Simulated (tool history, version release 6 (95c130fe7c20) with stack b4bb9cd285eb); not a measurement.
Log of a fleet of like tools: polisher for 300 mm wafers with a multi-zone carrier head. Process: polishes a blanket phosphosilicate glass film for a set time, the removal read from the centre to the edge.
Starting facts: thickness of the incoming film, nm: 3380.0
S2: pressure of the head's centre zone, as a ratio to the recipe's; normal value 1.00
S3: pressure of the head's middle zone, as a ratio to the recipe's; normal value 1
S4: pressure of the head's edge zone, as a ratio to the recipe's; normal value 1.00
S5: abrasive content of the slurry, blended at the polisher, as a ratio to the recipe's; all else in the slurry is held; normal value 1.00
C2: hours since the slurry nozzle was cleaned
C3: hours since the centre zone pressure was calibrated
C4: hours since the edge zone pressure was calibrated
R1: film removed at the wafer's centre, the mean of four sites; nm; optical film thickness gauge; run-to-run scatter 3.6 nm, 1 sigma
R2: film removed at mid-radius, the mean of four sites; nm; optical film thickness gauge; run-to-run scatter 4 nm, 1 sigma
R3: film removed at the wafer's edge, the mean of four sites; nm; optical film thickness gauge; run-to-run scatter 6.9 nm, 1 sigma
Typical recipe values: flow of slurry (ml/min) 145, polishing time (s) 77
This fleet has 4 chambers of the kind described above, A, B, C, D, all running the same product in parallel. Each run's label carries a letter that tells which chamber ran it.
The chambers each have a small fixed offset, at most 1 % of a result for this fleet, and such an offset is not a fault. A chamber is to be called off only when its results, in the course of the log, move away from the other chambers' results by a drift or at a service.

run 1A hour=2.8 | flow_of_slurry_(ml/min)=145 S2=1.00 S3=1 S4=1.00 S5=1.00 polishing_time_(s)=77 | wafers_polished_on_this_pad=215 C2=18.8 C3=1042.2 C4=1034.0 | R1=589.58 R2=603.07 R3=597.25
run 2B hour=6.6 | flow_of_slurry_(ml/min)=145 S2=1.00 S3=1 S4=1.00 S5=1.00 polishing_time_(s)=77 | wafers_polished_on_this_pad=247 C2=98.4 C3=343.9 C4=139.1 | R1=595.04 R2=592.31 R3=589.85
run 3C hour=9.0 | flow_of_slurry_(ml/min)=145 S2=1.00 S3=1 S4=1.00 S5=1.00 polishing_time_(s)=77 | wafers_polished_on_this_pad=513 C2=120.0 C3=63.5 C4=568.3 | R1=595.98 R2=593.73 R3=611.72
run 4D hour=13.4 | flow_of_slurry_(ml/min)=145 S2=1.00 S3=1 S4=1.00 S5=1.00 polishing_time_(s)=77 | wafers_polished_on_this_pad=876 C2=71.6 C3=165.0 C4=313.4 | R1=596.39 R2=599.61 R3=594.32
run 5D hour=15.8 | flow_of_slurry_(ml/min)=145 S2=1.00 S3=1 S4=1.00 S5=1.00 polishing_time_(s)=77 | wafers_polished_on_this_pad=909 C2=74.0 C3=167.4 C4=315.8 | R1=594.05 R2=588.73 R3=606.50
run 6B hour=18.4 | flow_of_slurry_(ml/min)=145 S2=1.00 S3=1 S4=1.00 S5=1.00 polishing_time_(s)=77 | wafers_polished_on_this_pad=407 C2=110.2 C3=355.7 C4=150.9 | R1=589.09 R2=596.94 R3=589.27
run 7A hour=22.1 | flow_of_slurry_(ml/min)=145 S2=1.00 S3=1 S4=1.00 S5=1.00 polishing_time_(s)=77 | wafers_polished_on_this_pad=477 C2=38.1 C3=1061.5 C4=1053.3 | R1=597.99 R2=603.26 R3=592.90
run 8C hour=25.0 | flow_of_slurry_(ml/min)=190 S2=0.95 S3=1 S4=1.00 S5=1.00 polishing_time_(s)=77 | wafers_polished_on_this_pad=731 C2=136.0 C3=79.5 C4=584.3 | R1=593.02 R2=620.28 R3=629.50
-- hour=25.7 chamber D: worn pad replaced by a new one
run 9A hour=28.6 | flow_of_slurry_(ml/min)=190 S2=0.95 S3=1 S4=1.00 S5=1.00 polishing_time_(s)=77 | wafers_polished_on_this_pad=565 C2=44.6 C3=1068.0 C4=1059.8 | R1=600.96 R2=633.12 R3=603.38
-- hour=28.9 chamber A: worn pad replaced by a new one
run 10D hour=32.4 | flow_of_slurry_(ml/min)=190 S2=0.95 S3=1 S4=1.00 S5=1.00 polishing_time_(s)=77 | wafers_polished_on_this_pad=91 C2=90.6 C3=184.0 C4=332.4 | R1=588.67 R2=626.04 R3=613.20
-- hour=33.0 chamber B: worn pad replaced by a new one
run 11C hour=35.3 | flow_of_slurry_(ml/min)=190 S2=0.95 S3=1 S4=1.00 S5=1.00 polishing_time_(s)=77 | wafers_polished_on_this_pad=871 C2=146.3 C3=89.8 C4=594.6 | R1=591.52 R2=626.80 R3=623.42
run 12B hour=39.8 | flow_of_slurry_(ml/min)=145 S2=1.00 S3=1 S4=1.00 S5=1.00 polishing_time_(s)=77 | wafers_polished_on_this_pad=93 C2=131.6 C3=377.1 C4=172.3 | R1=596.06 R2=594.23 R3=589.53
run 13A hour=44.4 | flow_of_slurry_(ml/min)=145 S2=1.00 S3=1 S4=1.09 S5=1.30 polishing_time_(s)=77 | wafers_polished_on_this_pad=211 C2=60.4 C3=1083.8 C4=1075.6 | R1=667.87 R2=664.16 R3=678.35
run 14D hour=48.2 | flow_of_slurry_(ml/min)=145 S2=1.00 S3=1 S4=1.09 S5=1.30 polishing_time_(s)=77 | wafers_polished_on_this_pad=306 C2=106.4 C3=199.8 C4=348.2 | R1=657.55 R2=661.71 R3=698.97
run 15B hour=52.3 | flow_of_slurry_(ml/min)=145 S2=1.00 S3=1 S4=1.09 S5=1.30 polishing_time_(s)=77 | wafers_polished_on_this_pad=263 C2=144.1 C3=389.6 C4=184.8 | R1=667.48 R2=660.38 R3=691.71
-- hour=52.4 chamber C: worn pad replaced by a new one
run 16C hour=56.8 | flow_of_slurry_(ml/min)=145 S2=1.00 S3=1 S4=1.09 S5=1.30 polishing_time_(s)=77 | wafers_polished_on_this_pad=60 C2=167.8 C3=111.3 C4=616.1 | R1=667.23 R2=663.39 R3=716.24
run 17C hour=59.8 | flow_of_slurry_(ml/min)=145 S2=1.00 S3=1 S4=1.00 S5=1.00 polishing_time_(s)=77 | wafers_polished_on_this_pad=100 C2=170.8 C3=114.3 C4=619.1 | R1=598.84 R2=592.73 R3=606.15
run 18B hour=64.5 | flow_of_slurry_(ml/min)=145 S2=1.00 S3=1 S4=1.00 S5=1.00 polishing_time_(s)=77 | wafers_polished_on_this_pad=429 C2=156.3 C3=401.8 C4=197.0 | R1=599.25 R2=593.16 R3=600.61
run 19A hour=68.5 | flow_of_slurry_(ml/min)=145 S2=1.00 S3=1 S4=1.00 S5=1.00 polishing_time_(s)=77 | wafers_polished_on_this_pad=539 C2=84.5 C3=1107.9 C4=1099.7 | R1=588.98 R2=595.47 R3=598.49
run 20D hour=73.0 | flow_of_slurry_(ml/min)=145 S2=1.00 S3=1 S4=1.00 S5=1.00 polishing_time_(s)=77 | wafers_polished_on_this_pad=643 C2=131.2 C3=224.6 C4=373.0 | R1=603.08 R2=595.08 R3=583.41
-- hour=74.1 chamber A: worn pad replaced by a new one
run 21D hour=75.5 | flow_of_slurry_(ml/min)=145 S2=1.00 S3=1 S4=1.00 S5=1.00 polishing_time_(s)=77 | wafers_polished_on_this_pad=677 C2=133.7 C3=227.1 C4=375.5 | R1=592.99 R2=590.01 R3=607.90
run 22C hour=78.0 | flow_of_slurry_(ml/min)=185 S2=0.95 S3=1 S4=1.00 S5=1.00 polishing_time_(s)=77 | wafers_polished_on_this_pad=348 C2=189.0 C3=132.5 C4=637.3 | R1=587.05 R2=619.29 R3=628.69
run 23A hour=82.0 | flow_of_slurry_(ml/min)=185 S2=0.95 S3=1 S4=1.00 S5=1.00 polishing_time_(s)=77 | wafers_polished_on_this_pad=108 C2=98.0 C3=1121.4 C4=1113.2 | R1=593.59 R2=621.37 R3=598.62
-- hour=84.0 chamber B: worn pad replaced by a new one
run 24B hour=84.7 | flow_of_slurry_(ml/min)=185 S2=0.95 S3=1 S4=1.00 S5=1.00 polishing_time_(s)=77 | wafers_polished_on_this_pad=10 C2=176.5 C3=422.0 C4=217.2 | R1=584.35 R2=617.57 R3=612.22
run 25D hour=88.0 | flow_of_slurry_(ml/min)=185 S2=0.95 S3=1 S4=1.00 S5=1.00 polishing_time_(s)=77 | wafers_polished_on_this_pad=847 C2=146.2 C3=239.6 C4=388.0 | R1=588.00 R2=621.91 R3=616.39
run 26B hour=91.7 | flow_of_slurry_(ml/min)=145 S2=1.00 S3=1 S4=1.00 S5=1.30 polishing_time_(s)=77 | wafers_polished_on_this_pad=105 C2=183.5 C3=429.0 C4=224.2 | R1=667.31 R2=664.89 R3=661.54
run 27A hour=96.3 | flow_of_slurry_(ml/min)=145 S2=1.00 S3=1 S4=1.00 S5=1.30 polishing_time_(s)=77 | wafers_polished_on_this_pad=302 C2=112.3 C3=1135.7 C4=1127.5 | R1=666.00 R2=671.99 R3=665.97
run 28C hour=100.1 | flow_of_slurry_(ml/min)=145 S2=1.00 S3=1 S4=1.00 S5=1.30 polishing_time_(s)=77 | wafers_polished_on_this_pad=649 C2=211.1 C3=154.6 C4=659.4 | R1=664.01 R2=670.34 R3=664.47
run 29D hour=104.9 | flow_of_slurry_(ml/min)=145 S2=1.00 S3=1 S4=1.00 S5=1.30 polishing_time_(s)=77 | wafers_polished_on_this_pad=1077 C2=163.1 C3=256.5 C4=404.9 | R1=669.29 R2=665.02 R3=663.77
run 30C hour=109.3 | flow_of_slurry_(ml/min)=145 S2=1.00 S3=1 S4=1.00 S5=1.00 polishing_time_(s)=77 | wafers_polished_on_this_pad=774 C2=220.3 C3=163.8 C4=668.6 | R1=598.09 R2=590.95 R3=608.28
-- hour=110.8 chamber D: worn pad replaced by a new one
run 31A hour=111.8 | flow_of_slurry_(ml/min)=145 S2=1.00 S3=1 S4=1.00 S5=1.00 polishing_time_(s)=77 | wafers_polished_on_this_pad=513 C2=127.8 C3=1151.2 C4=1143.0 | R1=589.23 R2=600.86 R3=592.19
-- hour=112.5 chamber A: worn pad replaced by a new one
run 32B hour=114.4 | flow_of_slurry_(ml/min)=145 S2=1.00 S3=1 S4=1.00 S5=1.00 polishing_time_(s)=77 | wafers_polished_on_this_pad=413 C2=206.2 C3=451.7 C4=246.9 | R1=597.99 R2=598.51 R3=604.46
run 33C hour=118.4 | flow_of_slurry_(ml/min)=145 S2=1.00 S3=1 S4=1.00 S5=1.00 polishing_time_(s)=77 | wafers_polished_on_this_pad=897 C2=229.4 C3=172.9 C4=677.7 | R1=596.48 R2=595.87 R3=598.05
run 34A hour=123.5 | flow_of_slurry_(ml/min)=145 S2=1.00 S3=1 S4=1.00 S5=1.00 polishing_time_(s)=77 | wafers_polished_on_this_pad=149 C2=139.5 C3=1162.9 C4=1154.7 | R1=591.10 R2=605.52 R3=586.08
run 35D hour=128.2 | flow_of_slurry_(ml/min)=145 S2=1.00 S3=1 S4=1.00 S5=1.00 polishing_time_(s)=77 | wafers_polished_on_this_pad=237 C2=186.4 C3=279.8 C4=428.2 | R1=597.24 R2=590.88 R3=598.70
-- hour=132.3 chamber C: worn pad replaced by a new one
-- hour=133.0 chamber B: worn pad replaced by a new one
run 36B hour=133.3 | flow_of_slurry_(ml/min)=145 S2=1.00 S3=1 S4=1.00 S5=1.00 polishing_time_(s)=77 | wafers_polished_on_this_pad=5 C2=225.1 C3=470.6 C4=265.8 | R1=591.08 R2=600.70 R3=594.24
run 37B hour=138.6 | flow_of_slurry_(ml/min)=145 S2=1.00 S3=1 S4=1.00 S5=1.00 polishing_time_(s)=77 | wafers_polished_on_this_pad=77 C2=230.4 C3=475.9 C4=271.1 | R1=592.93 R2=598.45 R3=598.01
run 38D hour=143.7 | flow_of_slurry_(ml/min)=145 S2=1.00 S3=1 S4=0.91 S5=1.00 polishing_time_(s)=90 | wafers_polished_on_this_pad=448 C2=201.9 C3=295.3 C4=443.7 | R1=695.82 R2=696.94 R3=660.80
run 39C hour=146.1 | flow_of_slurry_(ml/min)=145 S2=1.00 S3=1 S4=0.91 S5=1.00 polishing_time_(s)=90 | wafers_polished_on_this_pad=188 C2=257.1 C3=200.6 C4=705.4 | R1=698.83 R2=699.32 R3=664.86
run 40A hour=149.7 | flow_of_slurry_(ml/min)=145 S2=1.00 S3=1 S4=0.91 S5=1.00 polishing_time_(s)=90 | wafers_polished_on_this_pad=506 C2=165.7 C3=1189.1 C4=1180.9 | R1=694.13 R2=700.68 R3=659.64
-- hour=150.1 chamber A: edge zone pressure recalibrated
-- hour=151.5 chamber A: worn pad replaced by a new one
run 41A hour=153.0 | flow_of_slurry_(ml/min)=145 S2=1.00 S3=1 S4=0.91 S5=1.00 polishing_time_(s)=90 | wafers_polished_on_this_pad=21 C2=169.0 C3=1192.4 C4=2.9 | R1=693.17 R2=707.83 R3=654.39
run 42C hour=155.7 | flow_of_slurry_(ml/min)=145 S2=1.00 S3=1 S4=1.00 S5=1.00 polishing_time_(s)=77 | wafers_polished_on_this_pad=319 C2=266.7 C3=210.2 C4=715.0 | R1=596.03 R2=595.89 R3=590.63

The same settings go to every chamber for the next run, one line per chamber below. Forecast the results for each:
run 43A hour=159.5 | flow_of_slurry_(ml/min)=145 S2=1.00 S3=1 S4=1.00 S5=0.85 polishing_time_(s)=77 | R1=? R2=? R3=?
run 43B hour=159.5 | flow_of_slurry_(ml/min)=145 S2=1.00 S3=1 S4=1.00 S5=0.85 polishing_time_(s)=77 | R1=? R2=? R3=?
run 43C hour=159.5 | flow_of_slurry_(ml/min)=145 S2=1.00 S3=1 S4=1.00 S5=0.85 polishing_time_(s)=77 | R1=? R2=? R3=?
run 43D hour=159.5 | flow_of_slurry_(ml/min)=145 S2=1.00 S3=1 S4=1.00 S5=0.85 polishing_time_(s)=77 | R1=? R2=? R3=?

run=43A R1=550.19 R2=559.42 R3=542.42
run=43B R1=553.21 R2=547.10 R3=550.15
run=43C R1=552.33 R2=545.36 R3=558.50
run=43D R1=550.44 R2=546.10 R3=556.37

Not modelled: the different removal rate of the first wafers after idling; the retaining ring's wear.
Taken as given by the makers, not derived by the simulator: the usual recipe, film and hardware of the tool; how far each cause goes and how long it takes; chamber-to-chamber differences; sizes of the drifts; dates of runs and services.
